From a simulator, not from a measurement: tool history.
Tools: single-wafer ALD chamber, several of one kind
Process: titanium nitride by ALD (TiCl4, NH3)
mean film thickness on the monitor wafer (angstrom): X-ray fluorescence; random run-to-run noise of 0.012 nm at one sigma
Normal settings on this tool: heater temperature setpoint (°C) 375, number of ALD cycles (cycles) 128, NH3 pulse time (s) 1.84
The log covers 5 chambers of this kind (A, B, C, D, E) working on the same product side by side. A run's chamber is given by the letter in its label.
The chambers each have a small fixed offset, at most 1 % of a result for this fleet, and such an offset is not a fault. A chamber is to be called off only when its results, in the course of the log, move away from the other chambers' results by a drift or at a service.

run	hour	heater temperature setpoint (°C)	number of ALD cycles (cycles)	NH3 pulse time (s)	hours since the last thermocouple change	read-back reference wafer on the same gauge, thickness_nm	mean film thickness on the monitor wafer (angstrom)
1B	5.5	375	128	1.84	2600.4	3.2123	27.601
2D	12.1	375	128	1.84	602.9	3.2100	27.391
3A	19.4	375	128	1.84	619.7	3.2123	27.586
4C	28.8	375	128	1.84	1355.7	3.2108	27.418
5E	39.2	375	128	1.84	1131.0	3.2075	27.505
6A	46.9	375	128	1.84	647.2	3.2116	27.793
7C	54.7	375	128	1.84	1381.6	3.2131	27.230
8E	59.3	375	128	1.84	1151.1	3.2074	27.704
9B	67.3	375	128	1.84	2662.2	3.2102	27.595
10D	73.5	375	128	1.84	664.3	3.2105	27.566
11C	83.9	375	128	1.84	1410.8	3.2109	27.355
12D	93.3	375	128	1.84	684.1	3.2104	27.506
13E	102.0	375	128	1.84	1193.8	3.2074	27.841
14A	108.9	375	128	1.84	709.2	3.2095	27.644
15B	113.8	375	128	1.84	2708.7	3.2054	27.665
16C	119.0	375	128	1.84	1445.9	3.2108	27.300
17E	125.5	375	128	1.84	1217.3	3.2083	27.735
# hour 126.4: chamber C: thermocouple changed; heater temperature recalibrated
18A	131.1	375	128	1.84	731.4	3.2057	27.593
19B	136.8	385	128	1.49	2731.7	3.2097	27.657
20D	145.0	385	128	1.49	735.8	3.2100	27.226
21C	153.6	385	128	1.49	27.3	3.2115	27.262
22B	158.9	385	128	1.49	2753.8	3.2075	27.563
23A	165.5	385	128	1.49	765.8	3.2088	27.507
24D	171.1	375	128	1.84	761.9	3.2124	27.325
25E	177.0	375	128	2.26	1268.8	3.2091	27.986
26C	183.3	375	128	2.26	57.0	3.2050	27.582
27B	193.5	375	128	2.26	2788.4	3.2087	27.909
28D	200.1	375	128	2.26	790.9	3.2110	27.861
29A	205.7	375	128	2.26	806.0	3.2136	27.822
30E	216.1	375	128	1.84	1307.9	3.2139	27.501
31C	222.8	375	128	1.84	96.5	3.2057	27.062
32E	229.2	375	128	1.84	1321.0	3.2098	27.720
33B	237.3	375	128	1.84	2832.2	3.2112	27.465
34A	243.0	375	148	2.36	843.3	3.2082	32.177
35D	248.0	375	148	2.36	838.8	3.2111	32.194
36D	258.3	375	148	2.36	849.1	3.2092	32.267

All 5 chambers run these settings next. Forecast each chamber's results:
37A	266.0	375	128	1.84			?
37B	266.0	375	128	1.84			?
37C	266.0	375	128	1.84			?
37D	266.0	375	128	1.84			?
37E	266.0	375	128	1.84			?

run	mean film thickness on the monitor wafer (angstrom)
37A	27.779
37B	27.629
37C	27.218
37D	27.418
37E	27.406
